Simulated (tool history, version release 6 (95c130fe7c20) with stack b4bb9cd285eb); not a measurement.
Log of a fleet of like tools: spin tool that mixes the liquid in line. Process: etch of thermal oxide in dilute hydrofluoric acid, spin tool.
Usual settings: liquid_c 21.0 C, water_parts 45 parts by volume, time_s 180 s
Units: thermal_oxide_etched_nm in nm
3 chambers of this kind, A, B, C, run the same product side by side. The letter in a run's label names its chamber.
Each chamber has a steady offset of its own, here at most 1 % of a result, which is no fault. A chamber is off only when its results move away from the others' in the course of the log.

run	hour	liquid_c	water_parts	time_s	read-back film thickness of the thermal oxide reference wafer, read on the same gauge (nm)	thermal_oxide_etched_nm
1B	6.9	21.0	45	180	99.967	18.3780
2A	14.2	21.0	45	180	100.020	18.2240
3C	22.4	21.0	45	180	99.993	18.2760
4B	30.0	21.0	45	180	99.997	18.1970
5C	35.2	18.0	45	80	99.982	7.1221
6A	40.1	18.0	45	80	99.974	7.1167
7C	49.1	18.0	45	80	100.000	7.1030
8A	55.7	21.0	45	180	100.010	18.1340
9B	64.1	21.0	45	180	99.999	18.2580
10C	71.0	21.0	45	180	100.000	18.1450
11A	75.9	21.0	45	180	100.010	18.2720
12B	82.4	21.0	45	180	100.030	18.2190
13A	90.9	18.0	45	245	100.010	21.7390
14B	99.8	18.0	45	245	100.010	21.9400
15C	104.0	18.0	45	245	100.010	22.0590
16A	112.2	21.0	45	180	100.020	18.1930
17B	117.1	21.0	45	180	99.997	18.3510
18C	125.1	21.0	45	180	99.973	18.5830
19A	129.9	21.0	45	180	99.985	18.1970
20B	135.6	21.0	45	180	100.010	18.2520
21C	142.2	21.0	45	180	99.998	18.7840
22B	148.6	21.0	45	180	100.010	18.1610
23A	155.4	17.0	45	180	100.040	15.1390
24C	161.6	17.0	45	180	99.990	15.9630
25A	168.2	17.0	45	180	100.030	15.3070
26C	173.3	21.0	45	180	100.030	18.9840
27B	179.8	21.0	45	180	99.981	18.1190
28C	188.0	21.0	45	180	100.020	18.9640
29A	193.0	21.0	45	180	100.010	18.2290
30B	197.3	23.5	45	180	100.000	20.4330
31A	202.6	23.5	45	180	99.985	20.3590
32B	211.1	23.5	45	180	100.020	20.3840

Next, every chamber runs the same settings. What will each give?
33A	217.9	21.0	45	180		?
33B	217.9	21.0	45	180		?
33C	217.9	21.0	45	180		?

run	thermal_oxide_etched_nm
33A	18.2060
33B	18.2630
33C	19.2270
